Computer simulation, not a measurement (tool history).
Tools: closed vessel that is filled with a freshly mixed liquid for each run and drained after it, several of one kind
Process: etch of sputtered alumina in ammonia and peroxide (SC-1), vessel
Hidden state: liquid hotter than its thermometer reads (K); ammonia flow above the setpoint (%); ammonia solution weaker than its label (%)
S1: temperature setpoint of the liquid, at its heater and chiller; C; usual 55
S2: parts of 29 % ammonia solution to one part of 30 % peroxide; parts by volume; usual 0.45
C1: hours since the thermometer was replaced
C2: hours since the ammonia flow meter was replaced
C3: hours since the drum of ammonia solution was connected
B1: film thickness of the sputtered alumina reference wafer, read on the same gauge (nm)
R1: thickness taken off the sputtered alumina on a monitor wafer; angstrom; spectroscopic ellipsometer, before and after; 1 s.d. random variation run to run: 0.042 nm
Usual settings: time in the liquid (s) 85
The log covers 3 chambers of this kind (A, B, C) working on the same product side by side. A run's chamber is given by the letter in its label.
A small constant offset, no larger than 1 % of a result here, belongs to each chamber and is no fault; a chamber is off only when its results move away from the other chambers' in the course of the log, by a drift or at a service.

Run 1C, hour 3.7: usual settings; C1 1359.6; C2 437.5; C3 96.4; B1 90.014. Result: R1 48.855 angstrom.
Run 2A, hour 6.6: usual settings; C1 260.9; C2 1350.2; C3 510.7; B1 90.002. Result: R1 48.023 angstrom.
Run 3B, hour 10: usual settings; C1 281.1; C2 415.3; C3 20.1; B1 90.014. Result: R1 47.634 angstrom.
Run 4A, hour 13.8: usual settings; C1 268.1; C2 1357.4; C3 517.9; B1 90.014. Result: R1 48.125 angstrom.
Run 5B, hour 20: usual settings; C1 291.1; C2 425.3; C3 30.1; B1 89.98. Result: R1 47.754 angstrom.
Run 6C, hour 23.9: usual settings; C1 1379.8; C2 457.7; C3 116.6; B1 90.035. Result: R1 48.16 angstrom.
Run 7C, hour 28.5: usual settings but time in the liquid (s) 100; C1 1384.4; C2 462.3; C3 121.2; B1 89.96. Result: R1 56.744 angstrom.
Run 8B, hour 34.7: usual settings but time in the liquid (s) 100; C1 305.8; C2 440; C3 44.8; B1 89.97. Result: R1 56.276 angstrom.
Run 9A, hour 38.5: usual settings but time in the liquid (s) 100; C1 292.8; C2 1382.1; C3 542.6; B1 90.067. Result: R1 56.227 angstrom.
Run 10A, hour 43.8: usual settings; C1 298.1; C2 1387.4; C3 547.9; B1 89.975. Result: R1 48.222 angstrom.
Run 11B, hour 50.1: usual settings; C1 321.2; C2 455.4; C3 60.2; B1 89.999. Result: R1 48.189 angstrom.
Run 12C, hour 54.1: usual settings; C1 1410; C2 487.9; C3 146.8; B1 90.014. Result: R1 48.329 angstrom.
Run 13C, hour 58.9: usual settings; C1 1414.8; C2 492.7; C3 151.6; B1 90.003. Result: R1 48.958 angstrom.
Run 14B, hour 62.8: usual settings; C1 333.9; C2 468.1; C3 72.9; B1 89.957. Result: R1 47.748 angstrom.
Run 15A, hour 67.7: usual settings; C1 322; C2 1411.3; C3 571.8; B1 89.947. Result: R1 48.024 angstrom.
Run 16C, hour 72.4: usual settings; C1 1428.3; C2 506.2; C3 165.1; B1 90.004. Result: R1 49.148 angstrom.
Run 17A, hour 75.7: usual settings but S2 0.55 parts by volume; C1 330; C2 1419.3; C3 579.8; B1 90.016. Result: R1 49.125 angstrom.
Run 18B, hour 81.4: usual settings but S2 0.55 parts by volume; C1 352.5; C2 486.7; C3 91.5; B1 89.998. Result: R1 48.696 angstrom.
Run 19C, hour 84.8: usual settings but S2 0.55 parts by volume; C1 1440.7; C2 518.6; C3 177.5; B1 90.017. Result: R1 48.918 angstrom.
Run 20A, hour 88.9: usual settings; C1 343.2; C2 1432.5; C3 593; B1 90.032. Result: R1 47.522 angstrom.
Run 21B, hour 94.7: usual settings; C1 365.8; C2 500; C3 104.8; B1 89.985. Result: R1 48.669 angstrom.
Run 22B, hour 98.2: usual settings; C1 369.3; C2 503.5; C3 108.3; B1 90.022. Result: R1 47.689 angstrom.
Run 23C, hour 101.5: usual settings; C1 1457.4; C2 535.3; C3 194.2; B1 90.03. Result: R1 48.749 angstrom.
Run 24A, hour 106.8: usual settings; C1 361.1; C2 1450.4; C3 610.9; B1 90.052. Result: R1 47.922 angstrom.

All 3 chambers run these settings next. Forecast each chamber's results:
Run 25A, hour 111.4: usual settings but S1 59 C. Result: R1 ?.
Run 25B, hour 111.4: usual settings but S1 59 C. Result: R1 ?.
Run 25C, hour 111.4: usual settings but S1 59 C. Result: R1 ?.

run      R1
25A  59.931
25B   59.25
25C  59.794

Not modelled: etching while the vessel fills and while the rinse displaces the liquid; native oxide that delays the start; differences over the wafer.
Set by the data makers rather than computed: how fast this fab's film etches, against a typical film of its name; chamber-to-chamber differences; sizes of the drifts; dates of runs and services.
